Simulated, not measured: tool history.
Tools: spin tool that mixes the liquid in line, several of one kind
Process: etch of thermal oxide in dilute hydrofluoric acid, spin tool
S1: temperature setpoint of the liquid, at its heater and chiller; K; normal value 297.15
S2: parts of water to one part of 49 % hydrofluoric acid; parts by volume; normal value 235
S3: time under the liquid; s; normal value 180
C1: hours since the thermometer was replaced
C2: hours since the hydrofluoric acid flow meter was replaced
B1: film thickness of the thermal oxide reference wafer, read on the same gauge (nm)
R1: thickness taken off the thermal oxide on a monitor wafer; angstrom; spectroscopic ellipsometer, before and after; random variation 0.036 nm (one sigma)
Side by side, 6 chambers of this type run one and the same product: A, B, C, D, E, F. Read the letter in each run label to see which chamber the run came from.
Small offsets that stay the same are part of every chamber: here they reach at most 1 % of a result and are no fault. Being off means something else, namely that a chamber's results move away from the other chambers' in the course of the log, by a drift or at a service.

Run 1B, hour 11.2: usual settings; C1 45; C2 584; B1 110. Result: R1 30.75 angstrom.
Run 2F, hour 24: usual settings; C1 177.1; C2 1052.7; B1 109.99. Result: R1 30.803 angstrom.
Run 3C, hour 37.3: usual settings; C1 262.7; C2 289.6; B1 110.01. Result: R1 30.694 angstrom.
Run 4E, hour 46: usual settings; C1 729.6; C2 1065.7; B1 110.01. Result: R1 30.653 angstrom.
Run 5D, hour 57.5: usual settings; C1 1212.2; C2 1680.1; B1 109.95. Result: R1 30.065 angstrom.
Run 6A, hour 69.4: usual settings but S1 293.65 K, S2 150 parts by volume; C1 2110.5; C2 982.8; B1 109.96. Result: R1 47.523 angstrom.
At hour 73.9: chamber D: hydrofluoric acid flow meter replaced.
Run 7F, hour 80: usual settings but S1 293.65 K, S2 150 parts by volume; C1 233.1; C2 1108.7; B1 109.99. Result: R1 47.336 angstrom.
Run 8B, hour 92.8: usual settings but S1 293.65 K, S2 150 parts by volume; C1 126.6; C2 665.6; B1 109.93. Result: R1 46.613 angstrom.
Run 9D, hour 100.9: usual settings but S1 293.65 K, S2 150 parts by volume; C1 1255.6; C2 27.1; B1 110. Result: R1 46.615 angstrom.
Run 10E, hour 110.3: usual settings but S1 293.65 K, S2 150 parts by volume; C1 793.9; C2 1130; B1 110.08. Result: R1 45.866 angstrom.
Run 11C, hour 119.8: usual settings but S1 293.65 K, S2 150 parts by volume; C1 345.2; C2 372.1; B1 109.93. Result: R1 47.287 angstrom.
Run 12A, hour 130.5: usual settings; C1 2171.6; C2 1043.9; B1 110. Result: R1 31.424 angstrom.
Run 13D, hour 142.9: usual settings; C1 1297.6; C2 69.1; B1 109.99. Result: R1 30.853 angstrom.
Run 14A, hour 155.7: usual settings; C1 2196.8; C2 1069.1; B1 109.94. Result: R1 31.181 angstrom.
At hour 157.2: chamber B: hydrofluoric acid flow meter replaced.
Run 15F, hour 167: usual settings; C1 320.1; C2 1195.7; B1 109.98. Result: R1 31.983 angstrom.
Run 16C, hour 177.8: usual settings; C1 403.2; C2 430.1; B1 109.97. Result: R1 31.073 angstrom.
Run 17E, hour 188.8: usual settings; C1 872.4; C2 1208.5; B1 109.99. Result: R1 30.947 angstrom.
Run 18B, hour 195.7: usual settings; C1 229.5; C2 38.5; B1 110.04. Result: R1 30.709 angstrom.
Run 19B, hour 201.8: usual settings but S1 301.65 K; C1 235.6; C2 44.6; B1 109.97. Result: R1 36.666 angstrom.
Run 20E, hour 209.6: usual settings but S1 301.65 K; C1 893.2; C2 1229.3; B1 110.01. Result: R1 36.196 angstrom.
Run 21D, hour 216.1: usual settings but S1 301.65 K; C1 1370.8; C2 142.3; B1 109.96. Result: R1 36.779 angstrom.
Run 22F, hour 222.4: usual settings but S1 301.65 K; C1 375.5; C2 1251.1; B1 109.99. Result: R1 38.707 angstrom.
Run 23A, hour 233.8: usual settings but S1 301.65 K; C1 2274.9; C2 1147.2; B1 109.97. Result: R1 36.556 angstrom.
Run 24C, hour 246.6: usual settings but S1 301.65 K; C1 472; C2 498.9; B1 109.98. Result: R1 37.286 angstrom.
Run 25F, hour 252.6: usual settings; C1 405.7; C2 1281.3; B1 110.04. Result: R1 32.571 angstrom.
Run 26A, hour 262.5: usual settings; C1 2303.6; C2 1175.9; B1 109.99. Result: R1 30.825 angstrom.
Run 27B, hour 274.4: usual settings; C1 308.2; C2 117.2; B1 110.05. Result: R1 31.282 angstrom.
Run 28D, hour 285.2: usual settings; C1 1439.9; C2 211.4; B1 110.03. Result: R1 31.454 angstrom.
Run 29C, hour 294.5: usual settings; C1 519.9; C2 546.8; B1 109.99. Result: R1 31.042 angstrom.
Run 30E, hour 300.8: usual settings; C1 984.4; C2 1320.5; B1 109.96. Result: R1 31.022 angstrom.
At hour 303.4: chamber A: thermometer replaced.
Run 31F, hour 309.7: usual settings; C1 462.8; C2 1338.4; B1 110.03. Result: R1 33.881 angstrom.
At hour 312.7: chamber D: thermometer replaced.
Run 32E, hour 318.9: usual settings; C1 1002.5; C2 1338.6; B1 110.06. Result: R1 31.175 angstrom.
Run 33A, hour 329.5: usual settings but S1 292.65 K; C1 26.1; C2 1242.9; B1 109.99. Result: R1 26.416 angstrom.
Run 34D, hour 337.1: usual settings but S1 292.65 K; C1 24.5; C2 263.3; B1 110.04. Result: R1 26.385 angstrom.
Run 35C, hour 344.5: usual settings but S1 292.65 K; C1 569.9; C2 596.8; B1 110.02. Result: R1 26.617 angstrom.
Run 36B, hour 351: usual settings but S1 292.65 K; C1 384.8; C2 193.8; B1 110.04. Result: R1 26.431 angstrom.
Run 37E, hour 361.5: usual settings but S1 292.65 K; C1 1045.1; C2 1381.2; B1 109.95. Result: R1 26.567 angstrom.
Run 38D, hour 367.8: usual settings but S1 292.65 K; C1 55.2; C2 294; B1 109.98. Result: R1 26.179 angstrom.
Run 39A, hour 379.1: usual settings; C1 75.7; C2 1292.5; B1 109.98. Result: R1 31.31 angstrom.
Run 40F, hour 388.4: usual settings; C1 541.5; C2 1417.1; B1 109.95. Result: R1 33.523 angstrom.
Run 41B, hour 396.8: usual settings; C1 430.6; C2 239.6; B1 109.97. Result: R1 30.967 angstrom.

Has any chamber moved away from the others, gradually or after a service, or does the common gauge drift, or do the chambers differ only by their own small steady offsets? State the chamber and the most likely cause if one applies.

Chamber F drifts away from the others.
Likeliest cause: hydrofluoric acid flow above the setpoint (%) = 8.94.
The log might look much the same if the cause were instead: liquid hotter than its thermometer reads (K).

Here are 4 candidates for chamber F's next run, each the usual settings with a change, their results left as question marks. Which one brings its results back in line with what the others give on the usual settings?
In line here means within this much of the mean the other chambers give on the usual settings: R1 1.2 angstrom
Run 42F-1, hour 406.3: usual settings but S2 215 parts by volume, S3 200 s. Result: R1 ?.
Run 42F-2, hour 406.3: usual settings but S2 215 parts by volume. Result: R1 ?.
Run 42F-3, hour 406.3: usual settings but S1 296.65 K, S2 275 parts by volume. Result: R1 ?.
Run 42F-4, hour 406.3: usual settings but S2 245 parts by volume, S3 170 s. Result: R1 ?.

On the usual settings, the other chambers give on average: R1 31.117 angstrom
  run      R1
42F-1  43.062
42F-2  38.756
42F-3  28.204
42F-4  31.261
It is 42F-4 that realigns the chamber with its peers.
